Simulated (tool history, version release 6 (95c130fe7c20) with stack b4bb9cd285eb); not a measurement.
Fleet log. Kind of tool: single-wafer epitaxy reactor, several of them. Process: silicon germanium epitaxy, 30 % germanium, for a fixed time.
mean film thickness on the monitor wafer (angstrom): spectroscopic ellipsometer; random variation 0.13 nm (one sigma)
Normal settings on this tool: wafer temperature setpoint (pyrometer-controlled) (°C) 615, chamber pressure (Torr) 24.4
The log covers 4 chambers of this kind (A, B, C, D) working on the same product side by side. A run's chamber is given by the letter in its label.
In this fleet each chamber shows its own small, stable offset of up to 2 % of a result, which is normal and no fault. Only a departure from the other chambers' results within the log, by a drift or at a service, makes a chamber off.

| run | hour | wafer temperature setpoint (pyrometer-controlled) (°C) | chamber pressure (Torr) | hours since the last pyrometer calibration | hours since the last manometer calibration | read-back reference wafer on the same gauge, thickness_nm | mean film thickness on the monitor wafer (angstrom) |
|---|---|---|---|---|---|---|---|
| 1B | 6.5 | 615 | 24.4 | 314.2 | 1111.4 | 87.835 | 842.71 |
| 2A | 16.2 | 615 | 24.4 | 1013.9 | 694.6 | 87.820 | 835.17 |
| 3C | 21.7 | 615 | 24.4 | 689.8 | 374.3 | 87.868 | 825.70 |
| 4D | 33.6 | 615 | 24.4 | 237.6 | 1592.4 | 87.897 | 841.99 |
| 5C | 38.8 | 615 | 24.4 | 706.9 | 391.4 | 87.893 | 824.99 |
| 6B | 45.1 | 615 | 28.3 | 352.8 | 1150.0 | 87.929 | 893.94 |
| 7D | 51.4 | 615 | 28.3 | 255.4 | 1610.2 | 87.917 | 896.64 |
| 8A | 58.8 | 615 | 28.3 | 1056.5 | 737.2 | 87.939 | 888.45 |
| 9D | 67.0 | 615 | 28.3 | 271.0 | 1625.8 | 87.951 | 895.13 |
| 10C | 74.1 | 615 | 24.4 | 742.2 | 426.7 | 87.998 | 824.32 |
| 11A | 83.7 | 627 | 30.3 | 1081.4 | 762.1 | 88.062 | 1125.90 |
| 12B | 92.9 | 627 | 30.3 | 400.6 | 1197.8 | 88.090 | 1142.20 |
| 13C | 100.0 | 627 | 30.3 | 768.1 | 452.6 | 88.084 | 1111.20 |
| 14D | 108.5 | 627 | 30.3 | 312.5 | 1667.3 | 88.072 | 1138.60 |
| 15A | 119.1 | 615 | 24.4 | 1116.8 | 797.5 | 88.122 | 838.40 |
| 16B | 126.3 | 615 | 24.4 | 434.0 | 1231.2 | 88.131 | 848.27 |
| 17D | 136.7 | 615 | 24.4 | 340.7 | 1695.5 | 88.143 | 845.50 |
| 18C | 143.3 | 615 | 24.4 | 811.4 | 495.9 | 88.186 | 828.37 |
| 19B | 150.0 | 615 | 24.4 | 457.7 | 1254.9 | 88.173 | 845.46 |
| 20A | 159.6 | 615 | 24.4 | 1157.3 | 838.0 | 88.209 | 840.81 |
| 21A | 167.8 | 615 | 24.4 | 1165.5 | 846.2 | 88.275 | 841.20 |
| 22D | 178.0 | 615 | 24.4 | 382.0 | 1736.8 | 88.278 | 847.35 |
| 23B | 189.1 | 615 | 24.4 | 496.8 | 1294.0 | 88.304 | 848.44 |
| 24C | 197.1 | 615 | 24.4 | 865.2 | 549.7 | 88.341 | 829.55 |
| 25D | 207.0 | 615 | 24.4 | 411.0 | 1765.8 | 88.363 | 846.95 |
| 26A | 214.3 | 610 | 20.2 | 1212.0 | 892.7 | 88.371 | 713.57 |

Has any chamber moved away from the others, gradually or after a service, or does the common gauge drift, or do the chambers differ only by their own small steady offsets? State the chamber and the most likely cause if one applies.

Every chamber seems to shift together because the gauge that measures them all drifts; the chambers themselves are fine.
What lies behind it: gauge reads high (%) = 0.669.
